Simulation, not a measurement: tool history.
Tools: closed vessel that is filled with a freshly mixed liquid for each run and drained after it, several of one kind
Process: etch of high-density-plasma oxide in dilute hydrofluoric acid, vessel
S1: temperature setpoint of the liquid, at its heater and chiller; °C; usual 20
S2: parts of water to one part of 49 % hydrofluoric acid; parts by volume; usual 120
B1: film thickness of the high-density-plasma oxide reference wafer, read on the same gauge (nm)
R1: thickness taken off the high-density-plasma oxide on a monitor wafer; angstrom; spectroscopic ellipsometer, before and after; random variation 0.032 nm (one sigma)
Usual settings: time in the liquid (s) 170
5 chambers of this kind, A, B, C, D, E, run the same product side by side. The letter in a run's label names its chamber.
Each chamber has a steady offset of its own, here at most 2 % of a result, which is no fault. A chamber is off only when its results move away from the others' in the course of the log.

Run 1E, hour 3.9: usual settings; B1 120.00. Result: R1 60.692 angstrom.
Run 2A, hour 7.6: usual settings; B1 120.02. Result: R1 59.222 angstrom.
Run 3D, hour 12.0: usual settings; B1 119.99. Result: R1 60.400 angstrom.
At hour 13.6: chamber D: hydrofluoric acid flow meter replaced.
Run 4B, hour 16.1: usual settings; B1 120.01. Result: R1 59.548 angstrom.
Run 5C, hour 19.1: usual settings; B1 119.99. Result: R1 60.109 angstrom.
Run 6B, hour 22.4: usual settings; B1 119.99. Result: R1 59.767 angstrom.
Run 7A, hour 24.7: usual settings; B1 119.99. Result: R1 58.901 angstrom.
Run 8E, hour 29.1: usual settings but S1 17 °C, S2 90 parts by volume; B1 119.99. Result: R1 73.994 angstrom.
Run 9D, hour 33.6: usual settings but S1 17 °C, S2 90 parts by volume; B1 120.01. Result: R1 72.828 angstrom.
Run 10C, hour 36.2: usual settings but S1 17 °C, S2 90 parts by volume; B1 119.99. Result: R1 73.410 angstrom.
Run 11C, hour 38.8: usual settings but S1 17 °C, S2 90 parts by volume; B1 119.98. Result: R1 73.042 angstrom.
At hour 40.3: chamber C: hydrofluoric acid flow meter replaced.
Run 12E, hour 42.4: usual settings but S1 17 °C, S2 90 parts by volume; B1 120.00. Result: R1 73.836 angstrom.
Run 13B, hour 45.3: usual settings but S1 17 °C, time in the liquid (s) 205; B1 120.02. Result: R1 62.523 angstrom.
Run 14D, hour 48.8: usual settings but S1 17 °C, time in the liquid (s) 205; B1 119.99. Result: R1 63.807 angstrom.
Run 15A, hour 52.5: usual settings but S1 17 °C, time in the liquid (s) 205; B1 119.98. Result: R1 63.262 angstrom.
Run 16D, hour 55.7: usual settings but S1 17 °C, time in the liquid (s) 205; B1 120.00. Result: R1 63.870 angstrom.
Run 17C, hour 59.7: usual settings but S1 17 °C, time in the liquid (s) 205; B1 120.00. Result: R1 64.019 angstrom.
Run 18B, hour 63.8: usual settings; B1 120.01. Result: R1 58.484 angstrom.
Run 19A, hour 67.9: usual settings; B1 120.00. Result: R1 58.994 angstrom.
Run 20E, hour 71.3: usual settings; B1 119.99. Result: R1 60.403 angstrom.
Run 21C, hour 74.2: usual settings but S2 150 parts by volume; B1 120.00. Result: R1 47.330 angstrom.
Run 22A, hour 77.8: usual settings but S2 150 parts by volume; B1 119.98. Result: R1 45.958 angstrom.
Run 23E, hour 81.4: usual settings but S2 150 parts by volume; B1 120.00. Result: R1 46.390 angstrom.
Run 24B, hour 84.0: usual settings but S2 150 parts by volume; B1 120.01. Result: R1 44.234 angstrom.
Run 25D, hour 88.4: usual settings but S2 150 parts by volume; B1 120.04. Result: R1 46.509 angstrom.
Run 26D, hour 92.2: usual settings; B1 120.01. Result: R1 59.619 angstrom.
Run 27E, hour 95.0: usual settings; B1 119.96. Result: R1 60.720 angstrom.
Run 28C, hour 98.4: usual settings but S2 80 parts by volume; B1 120.00. Result: R1 95.396 angstrom.
Run 29B, hour 102.1: usual settings but S2 80 parts by volume; B1 119.99. Result: R1 88.636 angstrom.
Run 30A, hour 106.1: usual settings but S2 80 parts by volume; B1 119.96. Result: R1 93.553 angstrom.
Run 31E, hour 108.9: usual settings but S2 80 parts by volume; B1 120.00. Result: R1 96.202 angstrom.
Run 32A, hour 110.9: usual settings but S2 80 parts by volume; B1 119.98. Result: R1 93.230 angstrom.
Run 33D, hour 114.1: usual settings but S2 170 parts by volume, time in the liquid (s) 120; B1 120.00. Result: R1 28.347 angstrom.
Run 34B, hour 117.8: usual settings but S2 170 parts by volume, time in the liquid (s) 120; B1 119.96. Result: R1 26.868 angstrom.
Run 35C, hour 120.1: usual settings but S2 170 parts by volume, time in the liquid (s) 120; B1 120.02. Result: R1 28.318 angstrom.

All 5 chambers run these settings next. Forecast each chamber's results:
Run 36A, hour 123.4: usual settings. Result: R1 ?.
Run 36B, hour 123.4: usual settings. Result: R1 ?.
Run 36C, hour 123.4: usual settings. Result: R1 ?.
Run 36D, hour 123.4: usual settings. Result: R1 ?.
Run 36E, hour 123.4: usual settings. Result: R1 ?.

run      R1
36A  59.447
36B  56.320
36C  60.719
36D  60.455
36E  60.227
